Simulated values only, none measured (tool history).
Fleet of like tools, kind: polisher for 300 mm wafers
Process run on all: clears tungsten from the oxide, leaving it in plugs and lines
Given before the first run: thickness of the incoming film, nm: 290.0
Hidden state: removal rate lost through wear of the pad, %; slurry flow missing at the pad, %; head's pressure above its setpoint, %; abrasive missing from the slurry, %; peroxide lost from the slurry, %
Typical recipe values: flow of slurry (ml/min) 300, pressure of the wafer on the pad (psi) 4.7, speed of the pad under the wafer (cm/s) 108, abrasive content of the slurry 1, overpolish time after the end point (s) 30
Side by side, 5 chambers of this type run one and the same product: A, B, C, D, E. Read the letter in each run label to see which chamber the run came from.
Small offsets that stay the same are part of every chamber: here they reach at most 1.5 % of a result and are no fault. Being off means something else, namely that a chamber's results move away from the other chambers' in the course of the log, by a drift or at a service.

run   hour  flow of slurry (ml/min)  pressure of the wafer on the pad (psi)  speed of the pad under the wafer (cm/s)  abrasive content of the slurry  overpolish time after the end point (s)  wafers polished on this pad  hours since the slurry nozzle was cleaned  hours since the head pressure was calibrated  hours since the slurry blender was calibrated  hours since the slurry got fresh peroxide  time until the end point was called (s)
       3.1  -- chamber C: slurry tank refilled with fresh slurry and peroxide
       8.6  -- chamber A: slurry tank refilled with fresh slurry and peroxide
       9.4  -- chamber C: worn pad replaced by a new one
       9.6  -- chamber E: worn pad replaced by a new one
      12.8  -- chamber D: worn pad replaced by a new one
 1E   14.1                      300                                     4.7                                      108                               1                                       30                           55                                      369.2                                         500.7                                          132.9                                        114                                   52.271
 2D   28.2                      300                                     4.7                                      108                               1                                       30                          188                                      495.6                                         761.2                                            365                                      161.4                                   50.002
      31.7  -- chamber E: slurry tank refilled with fresh slurry and peroxide
      35.2  -- chamber D: slurry tank refilled with fresh slurry and peroxide
 3A   42.1                      300                                     4.7                                      108                               1                                       30                         1458                                      702.2                                         522.6                                           62.8                                       33.5                                   51.322
      42.2  -- chamber A: worn pad replaced by a new one
 4C   49.2                      300                                     4.7                                      108                               1                                       30                          486                                      154.2                                         297.4                                           86.1                                       46.1                                   51.047
 5B   59.9                      345                                     4.7                                      108                               1                                       36                         1335                                      433.8                                         567.3                                           79.4                                       65.8                                    51.07
 6A   66.8                      345                                     4.7                                      108                               1                                       36                          301                                      726.9                                         547.3                                           87.5                                       58.2                                   49.025
      69.6  -- chamber B: slurry tank refilled with fresh slurry and peroxide
      75.6  -- chamber C: worn pad replaced by a new one
 7D   76.4                      345                                     4.7                                      108                               1                                       36                          777                                      543.8                                         809.4                                          413.2                                       41.3                                   49.815
      76.8  -- chamber C: slurry tank refilled with fresh slurry and peroxide
      80.2  -- chamber E: worn pad replaced by a new one
      85.8  -- chamber E: slurry blender recalibrated
      89.6  -- chamber E: slurry nozzle cleaned
 8B   92.2                      345                                     4.7                                      108                               1                                       36                         1729                                      466.1                                         599.6                                          111.7                                       22.6                                   50.435
 9C  102.1                      345                                     4.7                                      108                               1                                       36                          324                                      207.1                                         350.3                                            139                                       25.4                                   51.231
     103.9  -- chamber B: slurry nozzle cleaned
     104.7  -- chamber D: slurry blender recalibrated
10E  109.2                      300                                     4.7                                      108                               1                                       30                          355                                       19.6                                         595.8                                           23.4                                       77.5                                   51.187
11D  119.7                      300                                     4.7                                      108                               1                                       30                         1306                                      587.1                                         852.7                                             15                                       84.6                                   48.553
     130.4  -- chamber B: slurry tank refilled with fresh slurry and peroxide
     131.2  -- chamber A: head pressure recalibrated
12E  131.7                      300                                     4.7                                      108                               1                                       30                          630                                       42.1                                         618.3                                           45.9                                        100                                   50.061
     133.7  -- chamber C: worn pad replaced by a new one
     134.2  -- chamber D: worn pad replaced by a new one
13A  145.1                      350                                     4.7                                      108                             1.2                                       30                         1258                                      805.2                                          13.9                                          165.8                                      136.5                                   45.804
     146.4  -- chamber C: slurry tank refilled with fresh slurry and peroxide
14B    152                      350                                     4.7                                      108                             1.2                                       30                         2460                                       48.2                                         659.4                                          171.5                                       21.7                                   49.598
     157.3  -- chamber E: slurry tank refilled with fresh slurry and peroxide
15C  161.1                      350                                     4.7                                      108                             1.2                                       30                          335                                      266.1                                         409.3                                            198                                       14.8                                   47.608
     161.3  -- chamber E: worn pad replaced by a new one
     164.8  -- chamber E: head pressure recalibrated
16B  176.3                      350                                     4.7                                      108                             1.2                                       30                         2757                                       72.5                                         683.7                                          195.8                                         46                                   50.352
     176.7  -- chamber A: slurry tank refilled with fresh slurry and peroxide
     179.6  -- chamber A: worn pad replaced by a new one
17D  186.9                      350                                     4.7                                      108                             1.2                                       30                          644                                      654.3                                         919.9                                           82.2                                      151.8                                   47.626
     188.9  -- chamber D: head pressure recalibrated
     190.5  -- chamber D: slurry tank refilled with fresh slurry and peroxide
     194.2  -- chamber C: worn pad replaced by a new one
     194.9  -- chamber B: slurry tank refilled with fresh slurry and peroxide
18C  196.9                      300                                     4.7                                      108                               1                                       30                           33                                      301.9                                         445.1                                          233.8                                       50.6                                   50.124
19A  206.5                      300                                     4.7                                      108                               1                                       30                          329                                      866.6                                          75.3                                          227.2                                       29.8                                   50.695
     212.2  -- chamber C: slurry blender recalibrated
20E  214.6                      300                                     4.7                                      108                               1                                       30                          651                                        125                                          49.8                                          128.8                                       57.4                                   50.313
     218.5  -- chamber C: slurry tank refilled with fresh slurry and peroxide
     222.7  -- chamber C: head pressure recalibrated
     223.3  -- chamber C: slurry nozzle cleaned
21A  228.2                      300                                     4.7                                      108                               1                                       30                          594                                      888.3                                            97                                          248.9                                       51.5                                   50.659
22B  236.5                      300                                     4.7                                      108                               1                                       30                         3492                                      132.7                                         743.9                                            256                                       41.7                                    54.89
       239  -- chamber D: worn pad replaced by a new one
     242.4  -- chamber B: head pressure recalibrated
23D  243.3                      300                                     4.7                                      108                               1                                       30                           52                                      710.7                                          54.4                                          138.6                                       52.8                                   50.273
     244.9  -- chamber E: worn pad replaced by a new one
24E  254.6                      300                                     4.7                                      108                               1                                       30                          119                                        165                                          89.8                                          168.8                                       97.4                                   52.172
     258.5  -- chamber B: slurry tank refilled with fresh slurry and peroxide
     263.6  -- chamber B: slurry blender recalibrated
25C  265.4                      300                                     4.7                                      108                               1                                       30                          870                                       42.1                                          42.7                                           53.2                                         47                                    51.13
     270.3  -- chamber C: worn pad replaced by a new one
26D  275.2                      300                                     4.7                                      108                               1                                       30                          442                                      742.6                                          86.3                                          170.5                                       84.7                                   49.679
     276.1  -- chamber A: slurry blender recalibrated
       282  -- chamber A: slurry nozzle cleaned
     284.6  -- chamber E: slurry blender recalibrated
     286.6  -- chamber E: slurry tank refilled with fresh slurry and peroxide
27B  288.6                      300                                     4.7                                      108                               1                                       46                         4129                                      184.8                                          46.2                                             25                                       30.2                                   56.942
     290.3  -- chamber C: slurry tank refilled with fresh slurry and peroxide
28E  302.4                      300                                     4.7                                      108                               1                                       46                          703                                      212.8                                         137.6                                           17.9                                       15.8                                   50.589
     303.1  -- chamber A: worn pad replaced by a new one
29A  316.9                      300                                     4.7                                      108                               1                                       46                          169                                         35                                         185.7                                           40.9                                      140.2                                   50.376
30C  331.4                      300                                     4.7                                      108                               1                                       46                          747                                      108.1                                         108.7                                          119.2                                       41.1                                   51.516

All chambers now run identical settings, listed one chamber a line with results as question marks. What results will each chamber show?
31A  342.7                      300                                     4.7                                      108                               1                                       30                                                                                                                                                                                                                                                        ?
31B  342.7                      300                                     4.7                                      108                               1                                       30                                                                                                                                                                                                                                                        ?
31C  342.7                      300                                     4.7                                      108                               1                                       30                                                                                                                                                                                                                                                        ?
31D  342.7                      300                                     4.7                                      108                               1                                       30                                                                                                                                                                                                                                                        ?
31E  342.7                      300                                     4.7                                      108                               1                                       30                                                                                                                                                                                                                                                        ?

run  time until the end point was called (s)
31A                                   49.924
31B                                   57.428
31C                                    52.66
31D                                   49.495
31E                                   48.859
